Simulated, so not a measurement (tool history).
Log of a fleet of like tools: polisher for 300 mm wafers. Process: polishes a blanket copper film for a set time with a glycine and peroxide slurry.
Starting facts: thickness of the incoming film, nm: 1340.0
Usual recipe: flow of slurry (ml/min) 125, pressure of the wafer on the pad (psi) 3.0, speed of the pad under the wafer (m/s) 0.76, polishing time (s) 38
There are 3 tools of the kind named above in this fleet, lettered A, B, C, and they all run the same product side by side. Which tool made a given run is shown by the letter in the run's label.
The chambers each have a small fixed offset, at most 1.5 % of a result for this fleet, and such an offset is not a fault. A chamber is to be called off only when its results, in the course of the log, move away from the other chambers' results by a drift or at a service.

run,day,flow of slurry (ml/min),pressure of the wafer on the pad (psi),speed of the pad under the wafer (m/s),polishing time (s),wafers polished on this pad,hours since the slurry nozzle was cleaned,hours since the head pressure was calibrated,film removed (angstrom)
# day 0.233: chamber B: worn pad replaced by a new one
1A,0.288,125,3.0,0.76,38,691,230.6,744.1,1722.2
2C,0.583,125,3.0,0.76,38,889,523.4,1059.2,1671.8
3B,0.946,125,3.0,0.76,38,242,34.5,1182.0,1676.9
# day 0.979: chamber C: worn pad replaced by a new one
4C,1.371,125,3.0,0.76,38,132,542.3,1078.1,1695.4
# day 1.512: chamber B: head pressure recalibrated
# day 1.796: chamber A: head pressure recalibrated
5A,1.912,125,3.0,0.76,38,1241,269.6,2.8,1707.8
# day 2.108: chamber A: worn pad replaced by a new one
6B,2.362,125,3.0,0.76,38,721,68.5,20.4,1650.9
7C,2.871,125,3.0,0.76,38,640,578.3,1114.1,1680.0
# day 3.062: chamber B: worn pad replaced by a new one
8B,3.288,125,2.3,0.76,38,76,90.7,42.6,1353.9
9A,3.642,125,2.3,0.76,38,519,311.1,44.3,1398.1
# day 3.767: chamber C: worn pad replaced by a new one
10B,3.979,125,2.3,0.76,38,310,107.3,59.2,1384.6
11C,4.446,125,3.0,0.76,38,230,616.1,1151.9,1685.0
12A,5.033,125,3.0,0.88,38,990,344.5,77.7,1952.9
13B,5.546,125,3.0,0.88,38,840,144.9,96.8,1901.3
# day 5.671: chamber A: worn pad replaced by a new one
14A,5.971,125,3.0,0.88,38,102,367.0,100.2,1923.8
15C,6.454,125,3.0,0.76,38,909,664.3,1200.1,1685.8
# day 6.471: chamber B: worn pad replaced by a new one
# day 6.917: chamber C: worn pad replaced by a new one
16A,7.029,125,3.0,0.76,38,460,392.4,125.6,1720.7
17B,7.429,125,3.0,1.02,38,325,190.1,142.0,2135.8
18C,7.704,125,3.0,1.02,38,266,694.3,1230.1,2105.0
19C,8.225,125,3.0,1.02,38,443,706.8,1242.6,2136.2
20B,8.654,125,3.0,0.76,38,739,219.5,171.4,1664.5
# day 8.917: chamber C: slurry nozzle cleaned
21A,8.946,125,3.0,0.76,38,1109,438.4,171.6,1684.5
22A,9.267,125,3.0,0.76,38,1218,446.1,179.3,1715.9
23B,9.608,125,3.0,0.76,38,1062,242.4,194.3,1668.3
# day 9.638: chamber C: head pressure recalibrated
# day 9.729: chamber A: worn pad replaced by a new one
# day 9.854: chamber B: worn pad replaced by a new one
24C,10.188,125,3.0,0.76,38,1107,30.6,13.3,1804.9
# day 10.488: chamber C: worn pad replaced by a new one
25B,10.700,125,3.0,0.76,38,287,268.6,220.5,1669.1
26C,11.150,125,3.0,0.76,38,225,53.7,36.4,1838.9
# day 11.292: chamber B: slurry nozzle cleaned
# day 11.438: chamber A: slurry nozzle cleaned
27A,11.729,125,3.0,0.76,38,677,7.1,238.4,1719.5
28C,12.262,125,3.0,0.76,38,601,80.4,63.1,1817.2
29B,12.729,125,3.0,0.76,38,973,34.5,269.2,1681.7
30A,13.071,125,3.0,0.76,38,1131,39.3,270.6,1721.4
# day 13.233: chamber B: worn pad replaced by a new one
# day 13.392: chamber C: worn pad replaced by a new one
31A,13.417,125,3.0,0.76,38,1248,47.6,278.9,1706.1
32B,13.688,125,3.0,0.76,38,154,57.5,292.2,1696.3
# day 13.925: chamber A: worn pad replaced by a new one
33C,14.175,125,3.0,0.76,38,266,126.3,109.0,1816.0
34A,14.450,125,3.0,0.76,38,178,72.4,303.7,1722.2
35B,14.900,125,3.0,0.76,38,564,86.6,321.3,1663.2
36C,15.175,125,3.0,0.76,38,604,150.3,133.0,1848.4
37B,15.746,125,3.0,0.76,38,851,106.9,341.6,1637.7

All 3 chambers run these settings next. Forecast each chamber's results:
38A,16.171,125,3.0,0.76,43,,,,?
38B,16.171,125,3.0,0.76,43,,,,?
38C,16.171,125,3.0,0.76,43,,,,?

run,film removed (angstrom)
38A,1929.8
38B,1918.8
38C,2064.6

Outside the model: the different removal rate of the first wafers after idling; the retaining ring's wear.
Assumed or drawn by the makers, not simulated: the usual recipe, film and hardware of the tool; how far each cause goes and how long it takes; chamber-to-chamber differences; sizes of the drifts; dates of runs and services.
